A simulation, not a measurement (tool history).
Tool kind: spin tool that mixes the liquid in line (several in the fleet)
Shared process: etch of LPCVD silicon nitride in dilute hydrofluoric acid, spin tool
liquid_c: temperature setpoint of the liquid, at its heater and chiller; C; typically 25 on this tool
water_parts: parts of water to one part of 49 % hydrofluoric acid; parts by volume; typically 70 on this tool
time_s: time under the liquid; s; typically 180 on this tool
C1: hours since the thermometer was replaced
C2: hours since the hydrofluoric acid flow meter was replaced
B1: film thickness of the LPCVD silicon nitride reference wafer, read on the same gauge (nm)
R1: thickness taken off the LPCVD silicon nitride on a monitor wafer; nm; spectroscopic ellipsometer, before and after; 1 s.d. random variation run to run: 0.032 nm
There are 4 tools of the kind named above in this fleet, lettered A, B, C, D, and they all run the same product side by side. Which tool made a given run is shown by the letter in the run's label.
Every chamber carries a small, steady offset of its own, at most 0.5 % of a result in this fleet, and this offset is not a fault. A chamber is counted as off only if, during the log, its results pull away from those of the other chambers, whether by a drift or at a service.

{"run": "1D", "hour": 7.1, "liquid_c": 25, "water_parts": 70, "time_s": 180, "C1": 431.7, "C2": 1198.4, "B1": 80.009, "R1": 1.3684}
{"run": "2C", "hour": 21.8, "liquid_c": 25, "water_parts": 70, "time_s": 180, "C1": 365.4, "C2": 116.5, "B1": 80.031, "R1": 1.3801}
{"run": "3B", "hour": 35.1, "liquid_c": 25, "water_parts": 70, "time_s": 180, "C1": 211.8, "C2": 638.7, "B1": 79.999, "R1": 1.3765}
{"run": "4A", "hour": 42.9, "liquid_c": 25, "water_parts": 70, "time_s": 180, "C1": 318.8, "C2": 473.8, "B1": 79.991, "R1": 1.3404}
{"run": "5C", "hour": 50.3, "liquid_c": 25, "water_parts": 70, "time_s": 120, "C1": 393.9, "C2": 145, "B1": 80.008, "R1": 0.88618}
{"run": "6B", "hour": 64.0, "liquid_c": 25, "water_parts": 70, "time_s": 120, "C1": 240.7, "C2": 667.6, "B1": 80.024, "R1": 0.90862}
{"run": "7D", "hour": 78.8, "liquid_c": 25, "water_parts": 70, "time_s": 120, "C1": 503.4, "C2": 1270.1, "B1": 80, "R1": 0.91067}
{"hour": 82.4, "done": "chamber B: hydrofluoric acid flow meter replaced"}
{"run": "8A", "hour": 85.5, "liquid_c": 25, "water_parts": 70, "time_s": 120, "C1": 361.4, "C2": 516.4, "B1": 80.002, "R1": 0.91576}
{"run": "9D", "hour": 99.7, "liquid_c": 25, "water_parts": 70, "time_s": 180, "C1": 524.3, "C2": 1291, "B1": 80.015, "R1": 1.3707}
{"run": "10C", "hour": 112.8, "liquid_c": 25, "water_parts": 70, "time_s": 180, "C1": 456.4, "C2": 207.5, "B1": 80.002, "R1": 1.3442}
{"run": "11A", "hour": 125.0, "liquid_c": 20.5, "water_parts": 70, "time_s": 180, "C1": 400.9, "C2": 555.9, "B1": 79.997, "R1": 1.0171}
{"run": "12B", "hour": 137.9, "liquid_c": 20.5, "water_parts": 70, "time_s": 180, "C1": 314.6, "C2": 55.6, "B1": 79.979, "R1": 1.0086}
{"run": "13D", "hour": 150.9, "liquid_c": 20.5, "water_parts": 70, "time_s": 180, "C1": 575.5, "C2": 1342.2, "B1": 79.98, "R1": 0.98169}
{"run": "14A", "hour": 164.5, "liquid_c": 20.5, "water_parts": 70, "time_s": 180, "C1": 440.4, "C2": 595.4, "B1": 79.997, "R1": 1.0014}
{"run": "15B", "hour": 171.7, "liquid_c": 25, "water_parts": 70, "time_s": 180, "C1": 348.4, "C2": 89.4, "B1": 79.972, "R1": 1.4055}
{"run": "16C", "hour": 183.3, "liquid_c": 25, "water_parts": 70, "time_s": 180, "C1": 526.9, "C2": 278, "B1": 80.013, "R1": 1.3417}
{"run": "17A", "hour": 190.7, "liquid_c": 25, "water_parts": 70, "time_s": 180, "C1": 466.6, "C2": 621.6, "B1": 79.972, "R1": 1.3502}
{"run": "18D", "hour": 205.8, "liquid_c": 25, "water_parts": 70, "time_s": 180, "C1": 630.4, "C2": 1397.1, "B1": 80.019, "R1": 1.3769}
{"hour": 217.8, "done": "chamber A: thermometer replaced"}
{"run": "19B", "hour": 217.8, "liquid_c": 25, "water_parts": 70, "time_s": 180, "C1": 394.5, "C2": 135.5, "B1": 79.978, "R1": 1.3635}
{"run": "20C", "hour": 229.6, "liquid_c": 25, "water_parts": 70, "time_s": 180, "C1": 573.2, "C2": 324.3, "B1": 80.043, "R1": 1.3518}
{"run": "21B", "hour": 239.0, "liquid_c": 25, "water_parts": 70, "time_s": 180, "C1": 415.7, "C2": 156.7, "B1": 80.013, "R1": 1.4409}
{"run": "22D", "hour": 245.7, "liquid_c": 25, "water_parts": 70, "time_s": 180, "C1": 670.3, "C2": 1437, "B1": 79.985, "R1": 1.3372}
{"run": "23C", "hour": 252.6, "liquid_c": 25, "water_parts": 70, "time_s": 180, "C1": 596.2, "C2": 347.3, "B1": 80.012, "R1": 1.3584}
{"run": "24A", "hour": 260.5, "liquid_c": 25, "water_parts": 70, "time_s": 180, "C1": 42.8, "C2": 691.4, "B1": 79.997, "R1": 1.3999}
{"run": "25A", "hour": 271.5, "liquid_c": 25, "water_parts": 70, "time_s": 180, "C1": 53.8, "C2": 702.4, "B1": 80.048, "R1": 1.3366}
{"run": "26D", "hour": 285.1, "liquid_c": 25, "water_parts": 70, "time_s": 180, "C1": 709.7, "C2": 1476.4, "B1": 80.027, "R1": 1.3826}
{"run": "27B", "hour": 296.8, "liquid_c": 25, "water_parts": 70, "time_s": 180, "C1": 473.5, "C2": 214.5, "B1": 80.049, "R1": 1.3298}
{"run": "28C", "hour": 308.8, "liquid_c": 25, "water_parts": 70, "time_s": 180, "C1": 652.4, "C2": 403.5, "B1": 79.989, "R1": 1.2836}
{"run": "29B", "hour": 321.5, "liquid_c": 25, "water_parts": 70, "time_s": 180, "C1": 498.2, "C2": 239.2, "B1": 80.036, "R1": 1.3586}
{"run": "30C", "hour": 329.9, "liquid_c": 25, "water_parts": 70, "time_s": 180, "C1": 673.5, "C2": 424.6, "B1": 80.017, "R1": 1.3718}
{"run": "31A", "hour": 338.9, "liquid_c": 25, "water_parts": 70, "time_s": 180, "C1": 121.2, "C2": 769.8, "B1": 79.985, "R1": 1.3729}

All chambers now run identical settings, listed one chamber a line with results as question marks. What results will each chamber show?
{"run": "32A", "hour": 349.7, "liquid_c": 25, "water_parts": 70, "time_s": 180, "R1": "?"}
{"run": "32B", "hour": 349.7, "liquid_c": 25, "water_parts": 70, "time_s": 180, "R1": "?"}
{"run": "32C", "hour": 349.7, "liquid_c": 25, "water_parts": 70, "time_s": 180, "R1": "?"}
{"run": "32D", "hour": 349.7, "liquid_c": 25, "water_parts": 70, "time_s": 180, "R1": "?"}

run=32A R1=1.3858
run=32B R1=1.3456
run=32C R1=1.3411
run=32D R1=1.2871
